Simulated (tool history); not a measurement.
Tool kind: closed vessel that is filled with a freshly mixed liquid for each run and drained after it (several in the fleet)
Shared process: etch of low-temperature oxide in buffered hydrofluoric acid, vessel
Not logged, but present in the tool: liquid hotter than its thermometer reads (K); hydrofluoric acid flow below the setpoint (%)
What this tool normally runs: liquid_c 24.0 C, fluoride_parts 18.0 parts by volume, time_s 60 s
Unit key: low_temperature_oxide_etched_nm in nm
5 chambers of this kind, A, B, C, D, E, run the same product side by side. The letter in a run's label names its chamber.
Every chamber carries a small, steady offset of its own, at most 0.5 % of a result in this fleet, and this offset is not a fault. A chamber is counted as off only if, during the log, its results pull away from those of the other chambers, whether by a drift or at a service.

run	hour	liquid_c	fluoride_parts	time_s	hours since the thermometer was replaced	hours since the hydrofluoric acid flow meter was replaced	read-back film thickness of the low-temperature oxide reference wafer, read on the same gauge (nm)	low_temperature_oxide_etched_nm
1A	6.7	24.0	18.0	60	1215.5	96.7	110.03	75.354
2D	14.5	24.0	18.0	60	278.2	466.2	109.99	75.892
3B	24.6	24.0	18.0	60	842.0	845.0	110.03	73.895
4E	33.6	24.0	18.0	60	312.7	868.9	110.01	73.860
5C	44.4	24.0	18.0	60	809.6	1374.1	109.99	74.401
6E	50.6	24.0	18.0	60	329.7	885.9	109.98	74.540
7A	55.7	20.5	23.5	60	1264.5	145.7	110.01	49.492
8B	66.2	20.5	23.5	60	883.6	886.6	110.00	49.623
9D	72.7	20.5	23.5	60	336.4	524.4	110.00	49.940
10C	78.1	20.5	23.5	60	843.3	1407.8	110.01	49.745
# hour 84.7: chamber B: hydrofluoric acid flow meter replaced
11A	88.8	20.5	23.5	60	1297.6	178.8	110.01	49.120
12C	99.1	24.0	18.0	60	864.3	1428.8	110.02	74.473
13B	104.6	24.0	18.0	60	922.0	19.9	110.02	75.773
14D	112.4	24.0	18.0	60	376.1	564.1	109.99	75.506
15E	120.9	24.0	18.0	60	400.0	956.2	110.00	74.061
16C	132.0	21.5	25.0	60	897.2	1461.7	110.02	50.038
17A	142.0	21.5	25.0	60	1350.8	232.0	110.02	50.511
18E	151.3	21.5	25.0	60	430.4	986.6	109.99	50.123
19B	161.2	21.5	25.0	60	978.6	76.5	110.04	52.184
20D	169.6	21.5	25.0	60	433.3	621.3	110.00	50.445
21E	175.0	24.0	18.0	60	454.1	1010.3	110.00	75.327
22C	184.4	24.0	18.0	60	949.6	1514.1	110.00	74.515
23D	194.1	24.0	18.0	60	457.8	645.8	110.02	75.360
24B	199.1	24.0	18.0	60	1016.5	114.4	110.01	79.013
25A	204.2	24.0	18.0	60	1413.0	294.2	110.01	74.311
26C	213.0	24.0	18.0	60	978.2	1542.7	110.00	74.438
27D	219.9	24.0	22.0	60	483.6	671.6	109.99	64.004
28A	229.9	24.0	22.0	60	1438.7	319.9	110.01	63.631
29B	234.7	24.0	22.0	60	1052.1	150.0	110.00	69.034
30E	245.0	24.0	22.0	60	524.1	1080.3	109.98	63.631
# hour 250.1: chamber C: hydrofluoric acid flow meter replaced
31B	254.6	24.0	22.0	60	1072.0	169.9	110.01	69.943
32E	261.9	22.0	18.0	40	541.0	1097.2	110.00	44.947
33C	268.1	22.0	18.0	40	1033.3	18.0	110.00	44.602
34A	276.5	22.0	18.0	40	1485.3	366.5	110.01	44.900
35D	281.4	22.0	18.0	40	545.1	733.1	110.01	45.161
36B	287.9	22.0	18.0	40	1105.3	203.2	110.00	49.374
37C	292.8	24.0	18.0	60	1058.0	42.7	110.00	75.740
38E	300.4	24.0	18.0	60	579.5	1135.7	110.01	73.551
39D	309.2	24.0	18.0	60	572.9	760.9	110.01	75.398
40A	314.1	24.0	18.0	60	1522.9	404.1	109.99	73.193

Each of the 5 chambers runs these same settings next. Fill in every chamber's results:
41A	322.1	24.0	18.0	60				?
41B	322.1	24.0	18.0	60				?
41C	322.1	24.0	18.0	60				?
41D	322.1	24.0	18.0	60				?
41E	322.1	24.0	18.0	60				?

run	low_temperature_oxide_etched_nm
41A	74.855
41B	82.503
41C	75.153
41D	74.880
41E	74.983
